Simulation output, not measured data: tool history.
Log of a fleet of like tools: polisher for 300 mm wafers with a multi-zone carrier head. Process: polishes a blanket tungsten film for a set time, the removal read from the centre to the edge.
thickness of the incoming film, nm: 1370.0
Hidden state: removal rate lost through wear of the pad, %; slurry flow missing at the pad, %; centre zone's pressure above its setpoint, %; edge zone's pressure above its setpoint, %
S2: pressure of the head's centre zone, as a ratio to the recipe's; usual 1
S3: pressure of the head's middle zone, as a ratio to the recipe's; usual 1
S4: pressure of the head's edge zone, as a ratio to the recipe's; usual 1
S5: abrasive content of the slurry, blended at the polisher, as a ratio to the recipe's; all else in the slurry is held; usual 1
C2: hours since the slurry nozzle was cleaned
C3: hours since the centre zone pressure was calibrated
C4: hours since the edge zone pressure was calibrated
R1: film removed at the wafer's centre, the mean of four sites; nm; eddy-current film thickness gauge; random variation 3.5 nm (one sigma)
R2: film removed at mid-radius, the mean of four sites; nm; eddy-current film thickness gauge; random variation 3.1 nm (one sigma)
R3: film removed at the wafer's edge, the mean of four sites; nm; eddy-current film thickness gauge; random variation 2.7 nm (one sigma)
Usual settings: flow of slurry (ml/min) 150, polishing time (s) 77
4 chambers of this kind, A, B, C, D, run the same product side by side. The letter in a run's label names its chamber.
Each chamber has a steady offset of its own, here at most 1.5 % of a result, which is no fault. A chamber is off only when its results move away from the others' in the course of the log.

Run 1A, hour 12.6: usual settings; wafers polished on this pad 592; C2 34.9; C3 602.5; C4 930.5. Result: R1 262.48 nm, R2 262.78 nm, R3 263.29 nm.
At hour 19: chamber D: worn pad replaced by a new one.
Run 2B, hour 21.8: usual settings; wafers polished on this pad 311; C2 450; C3 495; C4 415.5. Result: R1 276.45 nm, R2 269.38 nm, R3 265.9 nm.
At hour 27.5: chamber C: worn pad replaced by a new one.
Run 3D, hour 29.3: usual settings; wafers polished on this pad 140; C2 518.3; C3 572.2; C4 119.8. Result: R1 260.83 nm, R2 264.14 nm, R3 266.29 nm.
Run 4C, hour 40.1: usual settings; wafers polished on this pad 171; C2 414.5; C3 317.2; C4 772.4. Result: R1 267.64 nm, R2 265.15 nm, R3 262.33 nm.
At hour 47.1: chamber A: worn pad replaced by a new one.
Run 5B, hour 51.6: usual settings; wafers polished on this pad 716; C2 479.8; C3 524.8; C4 445.3. Result: R1 268.51 nm, R2 262.8 nm, R3 262.66 nm.
Run 6C, hour 62.8: usual settings; wafers polished on this pad 480; C2 437.2; C3 339.9; C4 795.1. Result: R1 272.48 nm, R2 266.75 nm, R3 265.33 nm.
At hour 65.5: chamber B: worn pad replaced by a new one.
At hour 71.1: chamber C: centre zone pressure recalibrated.
Run 7D, hour 75.7: usual settings but S4 1.05, polishing time (s) 101; wafers polished on this pad 772; C2 564.7; C3 618.6; C4 166.2. Result: R1 348.08 nm, R2 348.89 nm, R3 354.48 nm.
At hour 85.2: chamber D: worn pad replaced by a new one.
Run 8A, hour 89.6: usual settings but S4 1.05, polishing time (s) 101; wafers polished on this pad 579; C2 111.9; C3 679.5; C4 1007.5. Result: R1 346.65 nm, R2 350.56 nm, R3 363.44 nm.
At hour 93.6: chamber C: worn pad replaced by a new one.
Run 9A, hour 104.6: usual settings but S4 1.05, polishing time (s) 101; wafers polished on this pad 784; C2 126.9; C3 694.5; C4 1022.5. Result: R1 351.91 nm, R2 354.96 nm, R3 362.39 nm.
At hour 108.3: chamber C: slurry nozzle cleaned.
At hour 116.1: chamber A: edge zone pressure recalibrated.
Run 10C, hour 118.5: usual settings but S4 1.05, polishing time (s) 101; wafers polished on this pad 339; C2 10.3; C3 47.4; C4 850.8. Result: R1 343.63 nm, R2 355.03 nm, R3 355.52 nm.
At hour 128: chamber B: worn pad replaced by a new one.
At hour 128.8: chamber A: worn pad replaced by a new one.
Run 11B, hour 133.8: usual settings; wafers polished on this pad 79; C2 562; C3 607; C4 527.5. Result: R1 268.73 nm, R2 265.77 nm, R3 265.07 nm.
Run 12D, hour 145.5: usual settings; wafers polished on this pad 821; C2 634.5; C3 688.4; C4 236. Result: R1 268.71 nm, R2 262 nm, R3 269.18 nm.
At hour 149.9: chamber D: worn pad replaced by a new one.
Run 13C, hour 155.9: usual settings; wafers polished on this pad 849; C2 47.7; C3 84.8; C4 888.2. Result: R1 271.64 nm, R2 262.96 nm, R3 258.88 nm.
Run 14A, hour 165.1: usual settings; wafers polished on this pad 495; C2 187.4; C3 755; C4 49.1. Result: R1 264.4 nm, R2 266.26 nm, R3 266.03 nm.
At hour 169.9: chamber C: worn pad replaced by a new one.
Run 15D, hour 178.2: usual settings; wafers polished on this pad 385; C2 667.2; C3 721.1; C4 268.7. Result: R1 263.43 nm, R2 265.47 nm, R3 263.05 nm.
Run 16B, hour 188.7: usual settings; wafers polished on this pad 826; C2 616.9; C3 661.9; C4 582.4. Result: R1 266.94 nm, R2 260.59 nm, R3 264.37 nm.
At hour 195.6: chamber B: worn pad replaced by a new one.
At hour 200.2: chamber B: slurry nozzle cleaned.
Run 17C, hour 204.4: usual settings; wafers polished on this pad 470; C2 96.2; C3 133.3; C4 936.7. Result: R1 266.31 nm, R2 267.68 nm, R3 259.83 nm.
At hour 211.2: chamber D: edge zone pressure recalibrated.
At hour 211.3: chamber A: worn pad replaced by a new one.
Run 18D, hour 214.5: usual settings; wafers polished on this pad 880; C2 703.5; C3 757.4; C4 3.4. Result: R1 257.66 nm, R2 262.69 nm, R3 256.99 nm.
Run 19B, hour 222.9: usual settings but S2 1.11; wafers polished on this pad 372; C2 22.8; C3 696.1; C4 616.6. Result: R1 299.69 nm, R2 258.17 nm, R3 262.11 nm.
At hour 227.4: chamber D: worn pad replaced by a new one.
Run 20A, hour 238.4: usual settings but S2 1.11; wafers polished on this pad 369; C2 260.7; C3 828.3; C4 122.4. Result: R1 300.66 nm, R2 264.17 nm, R3 259.8 nm.
At hour 244.8: chamber C: worn pad replaced by a new one.
Run 21A, hour 252.6: usual settings but S2 1.11; wafers polished on this pad 563; C2 274.9; C3 842.5; C4 136.6. Result: R1 299.33 nm, R2 266.28 nm, R3 269.02 nm.
Run 22D, hour 265.5: usual settings but S2 1.11; wafers polished on this pad 518; C2 754.5; C3 808.4; C4 54.4. Result: R1 286.69 nm, R2 255.92 nm, R3 256.23 nm.
At hour 270.5: chamber D: centre zone pressure recalibrated.
Run 23B, hour 274.7: usual settings but S2 0.94, S3 0.92; wafers polished on this pad 1077; C2 74.6; C3 747.9; C4 668.4. Result: R1 243.61 nm, R2 241.73 nm, R3 260.86 nm.
At hour 279.8: chamber B: worn pad replaced by a new one.
At hour 288.7: chamber A: worn pad replaced by a new one.
Run 24C, hour 288.7: usual settings but S2 0.94, S3 0.92; wafers polished on this pad 598; C2 180.5; C3 217.6; C4 1021. Result: R1 245.51 nm, R2 252.82 nm, R3 259.59 nm.
At hour 296: chamber D: worn pad replaced by a new one.
Run 25D, hour 296.8: usual settings but S2 0.94, S3 0.92; wafers polished on this pad 11; C2 785.8; C3 26.3; C4 85.7. Result: R1 234.67 nm, R2 235.6 nm, R3 254.52 nm.
Run 26C, hour 305.1: usual settings but S2 0.94, S3 0.92; wafers polished on this pad 821; C2 196.9; C3 234; C4 1037.4. Result: R1 252.2 nm, R2 245 nm, R3 264.11 nm.
Run 27A, hour 312.3: usual settings; wafers polished on this pad 322; C2 334.6; C3 902.2; C4 196.3. Result: R1 265.8 nm, R2 265.67 nm, R3 272.41 nm.
At hour 325.7: chamber C: worn pad replaced by a new one.
Run 28B, hour 325.9: usual settings; wafers polished on this pad 628; C2 125.8; C3 799.1; C4 719.6. Result: R1 260.28 nm, R2 262.87 nm, R3 266.42 nm.
Run 29C, hour 341.3: usual settings; wafers polished on this pad 212; C2 233.1; C3 270.2; C4 1073.6. Result: R1 267.95 nm, R2 273.31 nm, R3 266.59 nm.
Run 30B, hour 354.3: usual settings but S2 1.1, S4 1.08; wafers polished on this pad 1014; C2 154.2; C3 827.5; C4 748. Result: R1 287.34 nm, R2 264.02 nm, R3 273.66 nm.
Run 31D, hour 366.7: usual settings but S2 1.1, S4 1.08; wafers polished on this pad 962; C2 855.7; C3 96.2; C4 155.6. Result: R1 266.06 nm, R2 247.87 nm, R3 261.01 nm.

Next, every chamber runs the same settings. What will each give?
Run 32A, hour 378.1: usual settings. Result: R1 ?, R2 ?, R3 ?.
Run 32B, hour 378.1: usual settings. Result: R1 ?, R2 ?, R3 ?.
Run 32C, hour 378.1: usual settings. Result: R1 ?, R2 ?, R3 ?.
Run 32D, hour 378.1: usual settings. Result: R1 ?, R2 ?, R3 ?.

run      R1      R2      R3
32A   269.1  264.67  268.81
32B   261.5  253.99  262.59
32C  263.81  270.01  260.34
32D  237.92  245.05  247.48
